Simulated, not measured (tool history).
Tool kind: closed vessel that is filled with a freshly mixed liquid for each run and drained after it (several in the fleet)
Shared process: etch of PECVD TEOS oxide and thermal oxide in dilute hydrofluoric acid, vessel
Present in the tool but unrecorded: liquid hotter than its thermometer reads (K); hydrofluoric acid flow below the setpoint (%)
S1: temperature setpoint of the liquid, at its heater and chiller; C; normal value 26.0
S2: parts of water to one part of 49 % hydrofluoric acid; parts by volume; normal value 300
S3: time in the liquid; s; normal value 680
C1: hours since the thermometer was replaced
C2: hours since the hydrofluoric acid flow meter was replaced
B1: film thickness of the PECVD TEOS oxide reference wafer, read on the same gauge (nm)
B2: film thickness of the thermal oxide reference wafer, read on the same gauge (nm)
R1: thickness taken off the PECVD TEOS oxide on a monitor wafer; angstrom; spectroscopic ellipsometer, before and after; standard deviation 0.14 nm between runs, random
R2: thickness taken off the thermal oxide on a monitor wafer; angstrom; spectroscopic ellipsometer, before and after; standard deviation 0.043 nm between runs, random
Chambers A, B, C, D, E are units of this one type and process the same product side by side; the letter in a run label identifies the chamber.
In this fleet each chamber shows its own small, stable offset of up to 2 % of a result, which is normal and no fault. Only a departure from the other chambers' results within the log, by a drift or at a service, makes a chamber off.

At day 0.054: chamber B: thermometer replaced.
Run 1E, day 0.212: usual settings; C1 202.8; C2 974.0; B1 149.99; B2 129.99. Result: R1 166.970 angstrom, R2 90.019 angstrom.
Run 2C, day 0.479: usual settings; C1 340.3; C2 593.5; B1 149.98; B2 130.02. Result: R1 167.750 angstrom, R2 88.858 angstrom.
Run 3A, day 0.638: usual settings; C1 810.6; C2 748.1; B1 149.99; B2 130.03. Result: R1 168.870 angstrom, R2 91.086 angstrom.
Run 4D, day 0.896: usual settings; C1 798.7; C2 1622.5; B1 150.00; B2 129.99. Result: R1 165.750 angstrom, R2 90.250 angstrom.
Run 5B, day 1.100: usual settings; C1 25.2; C2 718.6; B1 150.02; B2 129.99. Result: R1 163.950 angstrom, R2 89.236 angstrom.
Run 6D, day 1.271: usual settings; C1 807.7; C2 1631.5; B1 150.01; B2 129.99. Result: R1 163.740 angstrom, R2 90.367 angstrom.
Run 7A, day 1.458: usual settings; C1 830.3; C2 767.8; B1 149.98; B2 129.99. Result: R1 170.100 angstrom, R2 91.971 angstrom.
Run 8B, day 1.638: usual settings; C1 38.1; C2 731.5; B1 149.99; B2 130.00. Result: R1 167.450 angstrom, R2 90.569 angstrom.
Run 9C, day 1.908: usual settings; C1 374.6; C2 627.8; B1 150.00; B2 129.98. Result: R1 170.150 angstrom, R2 89.625 angstrom.
Run 10E, day 2.083: usual settings; C1 247.7; C2 1018.9; B1 150.02; B2 130.01. Result: R1 169.210 angstrom, R2 89.833 angstrom.
Run 11E, day 2.238: usual settings; C1 251.4; C2 1022.6; B1 149.97; B2 130.00. Result: R1 168.020 angstrom, R2 90.453 angstrom.
Run 12C, day 2.454: usual settings; C1 387.7; C2 640.9; B1 149.99; B2 129.98. Result: R1 168.080 angstrom, R2 89.254 angstrom.
Run 13A, day 2.583: usual settings but S1 22.5 C; C1 857.3; C2 794.8; B1 149.99; B2 130.01. Result: R1 148.530 angstrom, R2 80.814 angstrom.
Run 14D, day 2.796: usual settings but S1 22.5 C; C1 844.3; C2 1668.1; B1 150.01; B2 129.99. Result: R1 145.560 angstrom, R2 80.274 angstrom.
Run 15B, day 2.925: usual settings but S1 22.5 C; C1 69.0; C2 762.4; B1 150.01; B2 130.01. Result: R1 149.290 angstrom, R2 78.882 angstrom.
Run 16E, day 3.075: usual settings but S1 22.5 C; C1 271.5; C2 1042.7; B1 150.00; B2 129.99. Result: R1 149.410 angstrom, R2 79.879 angstrom.
Run 17D, day 3.212: usual settings but S1 22.5 C; C1 854.3; C2 1678.1; B1 149.98; B2 129.99. Result: R1 146.170 angstrom, R2 80.026 angstrom.
Run 18C, day 3.475: usual settings but S3 900 s; C1 412.2; C2 665.4; B1 150.01; B2 130.00. Result: R1 222.160 angstrom, R2 117.260 angstrom.
Run 19A, day 3.733: usual settings but S3 900 s; C1 884.9; C2 822.4; B1 149.98; B2 130.00. Result: R1 222.390 angstrom, R2 120.580 angstrom.
Run 20B, day 3.971: usual settings but S3 900 s; C1 94.1; C2 787.5; B1 149.99; B2 129.95. Result: R1 220.140 angstrom, R2 118.390 angstrom.
Run 21D, day 4.212: usual settings but S3 900 s; C1 878.3; C2 1702.1; B1 149.99; B2 130.00. Result: R1 222.230 angstrom, R2 119.030 angstrom.
Run 22B, day 4.458: usual settings but S3 900 s; C1 105.8; C2 799.2; B1 150.00; B2 129.99. Result: R1 224.620 angstrom, R2 119.100 angstrom.
Run 23C, day 4.704: usual settings; C1 441.7; C2 694.9; B1 149.98; B2 130.02. Result: R1 169.770 angstrom, R2 88.780 angstrom.
Run 24E, day 4.892: usual settings; C1 315.1; C2 1086.3; B1 150.01; B2 130.00. Result: R1 165.870 angstrom, R2 90.033 angstrom.
Run 25A, day 5.033: usual settings; C1 916.1; C2 853.6; B1 150.00; B2 129.99. Result: R1 169.900 angstrom, R2 90.781 angstrom.
Run 26C, day 5.238: usual settings; C1 454.5; C2 707.7; B1 149.99; B2 130.02. Result: R1 167.520 angstrom, R2 89.047 angstrom.
Run 27B, day 5.379: usual settings but S2 215 parts by volume, S3 1010 s; C1 127.9; C2 821.3; B1 149.99; B2 129.98. Result: R1 380.840 angstrom, R2 205.300 angstrom.
Run 28E, day 5.571: usual settings but S2 215 parts by volume, S3 1010 s; C1 331.4; C2 1102.6; B1 150.01; B2 130.00. Result: R1 382.730 angstrom, R2 205.140 angstrom.
Run 29D, day 5.771: usual settings but S2 215 parts by volume, S3 1010 s; C1 915.7; C2 1739.5; B1 149.99; B2 130.00. Result: R1 382.300 angstrom, R2 205.740 angstrom.
Run 30A, day 6.021: usual settings but S2 215 parts by volume, S3 1010 s; C1 939.8; C2 877.3; B1 150.01; B2 129.99. Result: R1 381.970 angstrom, R2 207.640 angstrom.
Run 31D, day 6.196: usual settings but S2 215 parts by volume, S3 1010 s; C1 925.9; C2 1749.7; B1 150.00; B2 129.97. Result: R1 379.320 angstrom, R2 205.190 angstrom.
Run 32E, day 6.412: usual settings; C1 351.6; C2 1122.8; B1 150.00; B2 130.01. Result: R1 167.080 angstrom, R2 90.476 angstrom.
Run 33A, day 6.542: usual settings but S2 165 parts by volume, S3 345 s; C1 952.3; C2 889.8; B1 150.02; B2 130.02. Result: R1 180.660 angstrom, R2 97.254 angstrom.
Run 34B, day 6.733: usual settings but S2 165 parts by volume, S3 345 s; C1 160.4; C2 853.8; B1 150.01; B2 130.01. Result: R1 182.080 angstrom, R2 98.112 angstrom.
Run 35C, day 7.008: usual settings but S2 165 parts by volume, S3 345 s; C1 497.0; C2 750.2; B1 150.01; B2 129.99. Result: R1 183.850 angstrom, R2 96.759 angstrom.
Run 36E, day 7.254: usual settings but S2 165 parts by volume, S3 345 s; C1 371.8; C2 1143.0; B1 150.00; B2 130.00. Result: R1 184.080 angstrom, R2 97.778 angstrom.
Run 37C, day 7.488: usual settings but S2 165 parts by volume, S3 345 s; C1 508.5; C2 761.7; B1 150.03; B2 130.01. Result: R1 182.340 angstrom, R2 96.676 angstrom.
Run 38D, day 7.646: usual settings; C1 960.7; C2 1784.5; B1 149.99; B2 130.01. Result: R1 167.010 angstrom, R2 90.356 angstrom.
Run 39B, day 7.846: usual settings; C1 187.1; C2 880.5; B1 149.99; B2 130.01. Result: R1 168.950 angstrom, R2 88.994 angstrom.
Run 40A, day 8.112: usual settings; C1 990.0; C2 927.5; B1 149.97; B2 130.00. Result: R1 169.060 angstrom, R2 92.132 angstrom.
Run 41D, day 8.317: usual settings; C1 976.8; C2 1800.6; B1 150.00; B2 129.98. Result: R1 166.380 angstrom, R2 89.346 angstrom.
Run 42A, day 8.517: usual settings; C1 999.7; C2 937.2; B1 150.01; B2 130.00. Result: R1 168.090 angstrom, R2 90.479 angstrom.
Run 43E, day 8.708: usual settings; C1 406.7; C2 1177.9; B1 150.00; B2 130.01. Result: R1 167.930 angstrom, R2 89.970 angstrom.
Run 44C, day 8.950: usual settings; C1 543.6; C2 796.8; B1 150.00; B2 129.98. Result: R1 168.590 angstrom, R2 88.750 angstrom.

For the next run the whole fleet of 5 chambers uses the same settings. Give each chamber's results:
Run 45A, day 9.146: usual settings but S2 445 parts by volume. Result: R1 ?, R2 ?.
Run 45B, day 9.146: usual settings but S2 445 parts by volume. Result: R1 ?, R2 ?.
Run 45C, day 9.146: usual settings but S2 445 parts by volume. Result: R1 ?, R2 ?.
Run 45D, day 9.146: usual settings but S2 445 parts by volume. Result: R1 ?, R2 ?.
Run 45E, day 9.146: usual settings but S2 445 parts by volume. Result: R1 ?, R2 ?.

run      R1      R2
45A  99.657  54.208
45B  97.655  52.435
45C  98.901  52.080
45D  96.920  52.701
45E  96.403  52.664
